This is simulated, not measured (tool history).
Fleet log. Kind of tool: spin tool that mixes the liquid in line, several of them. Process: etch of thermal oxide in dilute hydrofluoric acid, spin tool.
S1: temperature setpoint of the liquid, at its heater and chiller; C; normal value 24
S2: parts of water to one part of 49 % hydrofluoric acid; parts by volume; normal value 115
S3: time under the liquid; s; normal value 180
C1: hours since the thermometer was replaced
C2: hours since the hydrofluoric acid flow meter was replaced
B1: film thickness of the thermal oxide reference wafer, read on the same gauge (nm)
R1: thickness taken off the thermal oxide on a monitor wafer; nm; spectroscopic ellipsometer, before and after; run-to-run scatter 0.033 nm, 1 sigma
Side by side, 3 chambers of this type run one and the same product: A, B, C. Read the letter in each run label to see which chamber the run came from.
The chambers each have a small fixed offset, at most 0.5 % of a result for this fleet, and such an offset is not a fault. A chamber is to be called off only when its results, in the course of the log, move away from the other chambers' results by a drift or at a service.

| run | hour | S1 | S2 | S3 | C1 | C2 | B1 | R1 |
|---|---|---|---|---|---|---|---|---|
| 1C | 9.6 | 24 | 115 | 180 | 998.9 | 794.0 | 120.00 | 7.2284 |
| 2B | 18.4 | 24 | 115 | 180 | 390.9 | 521.2 | 119.97 | 7.3808 |
| 3A | 28.2 | 24 | 115 | 180 | 1041.4 | 1324.9 | 119.98 | 7.2974 |
| 4B | 37.4 | 24 | 115 | 180 | 409.9 | 540.2 | 120.00 | 7.4291 |
| 5C | 45.0 | 24 | 115 | 180 | 1034.3 | 829.4 | 120.01 | 7.3238 |
| 6A | 51.7 | 24 | 115 | 180 | 1064.9 | 1348.4 | 120.00 | 7.3358 |
| 7A | 59.6 | 24 | 115 | 180 | 1072.8 | 1356.3 | 120.01 | 7.3435 |
|  | 60.4 | chamber C: thermometer replaced |
| 8B | 71.7 | 24 | 115 | 180 | 444.2 | 574.5 | 119.99 | 7.3308 |
| 9C | 82.4 | 24 | 115 | 180 | 22.1 | 866.8 | 120.01 | 7.2297 |
| 10A | 96.0 | 24 | 115 | 180 | 1109.2 | 1392.7 | 119.98 | 7.2846 |
| 11B | 105.5 | 24 | 115 | 180 | 478.0 | 608.3 | 119.97 | 7.3114 |
| 12C | 119.2 | 24 | 115 | 180 | 58.9 | 903.6 | 119.95 | 7.3004 |
| 13C | 127.4 | 27 | 135 | 180 | 67.1 | 911.8 | 119.97 | 6.7424 |
| 14A | 138.9 | 27 | 135 | 180 | 1152.1 | 1435.6 | 120.00 | 6.8339 |
| 15B | 153.8 | 27 | 135 | 180 | 526.3 | 656.6 | 120.01 | 6.6325 |
| 16A | 162.7 | 24 | 115 | 180 | 1175.9 | 1459.4 | 119.99 | 7.2960 |
| 17B | 169.7 | 24 | 115 | 180 | 542.2 | 672.5 | 120.00 | 7.1701 |
| 18C | 181.0 | 24 | 115 | 180 | 120.7 | 965.4 | 120.03 | 7.2914 |
| 19C | 190.0 | 24 | 115 | 180 | 129.7 | 974.4 | 120.01 | 7.2023 |
|  | 193.1 | chamber B: thermometer replaced |
| 20B | 204.0 | 24 | 115 | 180 | 10.9 | 706.8 | 119.98 | 7.0114 |
| 21A | 215.9 | 24 | 115 | 180 | 1229.1 | 1512.6 | 120.02 | 7.3713 |
| 22A | 230.4 | 24 | 115 | 180 | 1243.6 | 1527.1 | 119.99 | 7.3829 |
| 23C | 239.5 | 24 | 115 | 180 | 179.2 | 1023.9 | 120.01 | 7.3022 |

Is one chamber off against the others, does the gauge drift, or is nothing wrong? If a chamber is off, say which, and what the likeliest cause is.

Little by little, chamber B moves away from the other chambers.
Cause: hydrofluoric acid flow below the setpoint (%) = 5.4.

Which of the 4 candidates below, each the usual settings with something changed and its results left as question marks, puts chamber B back in line with what the other chambers give on the usual settings?
Maximum distance from the other chambers' mean on the usual settings for a result to count as in line: R1 0.1100 nm
| 24B-1 | 250.2 | 27.0 | 115 | 180 |  |  |  | ? |
| 24B-2 | 250.2 | 22.5 | 115 | 180 |  |  |  | ? |
| 24B-3 | 250.2 | 24.0 | 115 | 160 |  |  |  | ? |
| 24B-4 | 250.2 | 24.0 | 115 | 190 |  |  |  | ? |

Usual-settings mean across the other chambers: R1 7.3036 nm
| run | R1 |
|---|---|
| 24B-1 | 7.7632 |
| 24B-2 | 6.5118 |
| 24B-3 | 6.1420 |
| 24B-4 | 7.2936 |
The right change is 24B-4: it brings the chamber back within the allowed miss of the others.

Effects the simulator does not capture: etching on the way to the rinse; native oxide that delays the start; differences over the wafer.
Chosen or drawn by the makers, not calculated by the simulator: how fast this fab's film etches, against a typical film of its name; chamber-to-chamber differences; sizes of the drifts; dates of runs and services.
